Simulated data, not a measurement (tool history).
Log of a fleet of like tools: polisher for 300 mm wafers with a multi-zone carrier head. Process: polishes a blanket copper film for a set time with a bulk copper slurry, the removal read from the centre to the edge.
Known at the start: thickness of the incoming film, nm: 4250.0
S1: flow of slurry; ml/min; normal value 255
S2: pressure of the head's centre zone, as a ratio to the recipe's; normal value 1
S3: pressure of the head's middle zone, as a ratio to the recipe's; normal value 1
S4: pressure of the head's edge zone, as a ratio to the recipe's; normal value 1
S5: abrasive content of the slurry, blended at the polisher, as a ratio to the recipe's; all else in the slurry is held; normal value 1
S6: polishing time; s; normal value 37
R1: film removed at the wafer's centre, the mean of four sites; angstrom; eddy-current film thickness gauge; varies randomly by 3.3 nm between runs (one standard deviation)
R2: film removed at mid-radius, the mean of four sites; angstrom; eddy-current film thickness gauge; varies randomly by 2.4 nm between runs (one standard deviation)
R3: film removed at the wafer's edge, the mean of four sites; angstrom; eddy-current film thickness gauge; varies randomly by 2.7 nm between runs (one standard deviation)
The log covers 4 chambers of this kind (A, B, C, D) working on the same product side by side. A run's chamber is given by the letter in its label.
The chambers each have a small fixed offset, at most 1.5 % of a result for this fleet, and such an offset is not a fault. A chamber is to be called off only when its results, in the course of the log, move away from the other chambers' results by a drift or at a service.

Run 1C, hour 10.4: usual settings. Result: R1 2458.9 angstrom, R2 2507 angstrom, R3 2455.5 angstrom.
Run 2B, hour 19.1: usual settings. Result: R1 2415.7 angstrom, R2 2450.9 angstrom, R3 2492.7 angstrom.
At hour 25.2: chamber B: worn pad replaced by a new one.
At hour 26.3: chamber A: worn pad replaced by a new one.
Run 3A, hour 34.6: usual settings. Result: R1 2478.2 angstrom, R2 2469.1 angstrom, R3 2447.6 angstrom.
At hour 37.7: chamber C: worn pad replaced by a new one.
At hour 39.4: chamber B: edge zone pressure recalibrated.
Run 4D, hour 48.9: usual settings. Result: R1 2504 angstrom, R2 2451.1 angstrom, R3 2422.6 angstrom.
At hour 55.7: chamber C: slurry nozzle cleaned.
Run 5A, hour 63.1: usual settings. Result: R1 2420.2 angstrom, R2 2460.1 angstrom, R3 2456.9 angstrom.
At hour 71: chamber B: slurry nozzle cleaned.
Run 6D, hour 72.2: usual settings but S5 1.15. Result: R1 2539.9 angstrom, R2 2512.9 angstrom, R3 2540.6 angstrom.
Run 7B, hour 79.3: usual settings but S5 1.15. Result: R1 2523.3 angstrom, R2 2536.5 angstrom, R3 2565.1 angstrom.
Run 8C, hour 89.3: usual settings but S5 1.15. Result: R1 2502.4 angstrom, R2 2543.8 angstrom, R3 2523.4 angstrom.
At hour 92: chamber A: slurry nozzle cleaned.
At hour 99.9: chamber D: worn pad replaced by a new one.
Run 9B, hour 102.9: usual settings but S5 1.15. Result: R1 2477 angstrom, R2 2475.1 angstrom, R3 2583.8 angstrom.
Run 10C, hour 115.9: usual settings. Result: R1 2384.5 angstrom, R2 2523.2 angstrom, R3 2450.1 angstrom.
At hour 116.5: chamber A: worn pad replaced by a new one.
Run 11D, hour 129.8: usual settings. Result: R1 2464.9 angstrom, R2 2453.3 angstrom, R3 2450.5 angstrom.
At hour 136.2: chamber B: worn pad replaced by a new one.
Run 12A, hour 140.6: usual settings. Result: R1 2482 angstrom, R2 2477.3 angstrom, R3 2441.4 angstrom.
At hour 145.6: chamber C: worn pad replaced by a new one.
Run 13D, hour 148.9: usual settings. Result: R1 2385.1 angstrom, R2 2432.6 angstrom, R3 2418 angstrom.
At hour 159.4: chamber D: edge zone pressure recalibrated.
At hour 160.4: chamber D: centre zone pressure recalibrated.
Run 14B, hour 162.6: usual settings. Result: R1 2371.3 angstrom, R2 2454.1 angstrom, R3 2460.8 angstrom.
Run 15C, hour 171.5: usual settings. Result: R1 2471.6 angstrom, R2 2529.6 angstrom, R3 2433.1 angstrom.
Run 16A, hour 183.7: usual settings but S6 48 s. Result: R1 3182.3 angstrom, R2 3245.7 angstrom, R3 3186.3 angstrom.
Run 17C, hour 194.1: usual settings but S6 48 s. Result: R1 3176 angstrom, R2 3196.5 angstrom, R3 3189.6 angstrom.
Run 18A, hour 204.1: usual settings but S6 48 s. Result: R1 3139.9 angstrom, R2 3224.5 angstrom, R3 3157.5 angstrom.
At hour 206.5: chamber D: worn pad replaced by a new one.
Run 19B, hour 217.5: usual settings but S6 48 s. Result: R1 3153.7 angstrom, R2 3184 angstrom, R3 3226.3 angstrom.
At hour 224.3: chamber B: worn pad replaced by a new one.
Run 20D, hour 224.9: usual settings but S5 0.8, S6 44 s. Result: R1 2826.2 angstrom, R2 2833 angstrom, R3 2743.7 angstrom.
At hour 230.7: chamber A: worn pad replaced by a new one.
Run 21B, hour 232.8: usual settings but S5 0.8, S6 44 s. Result: R1 2762.9 angstrom, R2 2781.4 angstrom, R3 2805.6 angstrom.
At hour 237.9: chamber C: worn pad replaced by a new one.
Run 22C, hour 248.1: usual settings but S5 0.8, S6 44 s. Result: R1 2772.3 angstrom, R2 2860.4 angstrom, R3 2821.2 angstrom.
Run 23D, hour 259.4: usual settings but S5 0.8, S6 44 s. Result: R1 2838.9 angstrom, R2 2853.7 angstrom, R3 2833.3 angstrom.
Run 24A, hour 270.7: usual settings. Result: R1 2420.2 angstrom, R2 2470.3 angstrom, R3 2459.9 angstrom.
Run 25A, hour 279.4: usual settings but S3 0.94. Result: R1 2408.5 angstrom, R2 2341.2 angstrom, R3 2431.7 angstrom.
Run 26B, hour 290.9: usual settings but S3 0.94. Result: R1 2422.9 angstrom, R2 2314.4 angstrom, R3 2455.6 angstrom.
At hour 295.9: chamber B: slurry nozzle cleaned.
Run 27C, hour 303.3: usual settings but S3 0.94. Result: R1 2397.8 angstrom, R2 2333.8 angstrom, R3 2433 angstrom.
Run 28D, hour 316.3: usual settings but S3 0.94. Result: R1 2503.4 angstrom, R2 2331 angstrom, R3 2459.4 angstrom.
Run 29A, hour 324.1: usual settings. Result: R1 2397.3 angstrom, R2 2424.9 angstrom, R3 2410.8 angstrom.
Run 30B, hour 331.5: usual settings. Result: R1 2449.6 angstrom, R2 2474.3 angstrom, R3 2463.4 angstrom.

All chambers now run identical settings, listed one chamber a line with results as question marks. What results will each chamber show?
Run 31A, hour 343.1: usual settings but S2 1.08. Result: R1 ?, R2 ?, R3 ?.
Run 31B, hour 343.1: usual settings but S2 1.08. Result: R1 ?, R2 ?, R3 ?.
Run 31C, hour 343.1: usual settings but S2 1.08. Result: R1 ?, R2 ?, R3 ?.
Run 31D, hour 343.1: usual settings but S2 1.08. Result: R1 ?, R2 ?, R3 ?.

run      R1      R2      R3
31A  2722.3  2434.4  2468.9
31B  2606.7  2426.3  2460.7
31C  2624.5  2476.3  2453.1
31D  2726.8  2469.2  2415.1

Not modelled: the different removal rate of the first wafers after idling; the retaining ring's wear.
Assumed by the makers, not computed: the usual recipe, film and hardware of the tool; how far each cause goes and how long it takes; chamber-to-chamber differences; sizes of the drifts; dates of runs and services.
